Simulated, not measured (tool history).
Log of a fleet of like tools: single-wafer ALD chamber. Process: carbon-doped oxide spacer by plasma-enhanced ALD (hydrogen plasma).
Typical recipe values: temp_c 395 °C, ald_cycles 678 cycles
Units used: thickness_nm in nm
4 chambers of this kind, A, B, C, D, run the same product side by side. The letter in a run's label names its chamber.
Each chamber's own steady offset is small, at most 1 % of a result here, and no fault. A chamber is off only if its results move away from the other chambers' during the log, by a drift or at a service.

run,hour,temp_c,ald_cycles,hours since the last thermocouple change,"read-back reference wafer on the same gauge, thickness_nm",thickness_nm
1B,6.3,395,678,782.4,39.483,33.942
2D,11.5,395,678,1389.7,39.481,33.742
3C,14.9,395,678,807.9,39.474,33.924
4A,20.7,395,678,1240.2,39.483,34.016
5D,24.4,395,796,1402.6,39.467,39.574
6A,31.9,395,796,1251.4,39.461,39.946
7B,39.2,395,796,815.3,39.453,39.741
8C,43.7,395,796,836.7,39.455,39.773
9A,47.1,395,678,1266.6,39.451,34.009
10D,50.8,395,678,1429,39.436,33.737
11C,58.4,395,678,851.4,39.442,33.896
12B,62.4,395,678,838.5,39.441,33.875
13C,65.9,395,678,858.9,39.433,33.872
14A,72.6,395,678,1292.1,39.424,33.967
15B,77.8,395,678,853.9,39.417,33.906
16D,82.6,395,678,1460.8,39.407,33.623
17B,88.1,395,678,864.2,39.408,33.824
18A,94.3,395,678,1313.8,39.392,33.96
19C,100,395,678,893,39.393,33.84
20D,106.7,388,583,1484.9,39.381,28.971
21A,114.5,388,583,1334,39.378,29.168
22D,120.9,388,583,1499.1,39.356,28.897
23C,127,388,583,920,39.357,29.109
24B,131.9,395,678,908,39.359,33.774
25A,139.5,395,678,1359,39.354,33.971
26D,143.7,395,678,1521.9,39.353,33.577
27B,150.2,382,771,926.3,39.342,38.453
28C,156.9,382,771,949.9,39.323,38.43

Which is it: a chamber that has drifted or been left off by a service, a gauge drift common to all chambers, or only each chamber's usual small offset? If a chamber is off, name it and its likeliest cause.

The shared gauge is drifting. All chambers look as if they move in step, but none is off.
What lies behind it: gauge reads low (%) = 0.442.

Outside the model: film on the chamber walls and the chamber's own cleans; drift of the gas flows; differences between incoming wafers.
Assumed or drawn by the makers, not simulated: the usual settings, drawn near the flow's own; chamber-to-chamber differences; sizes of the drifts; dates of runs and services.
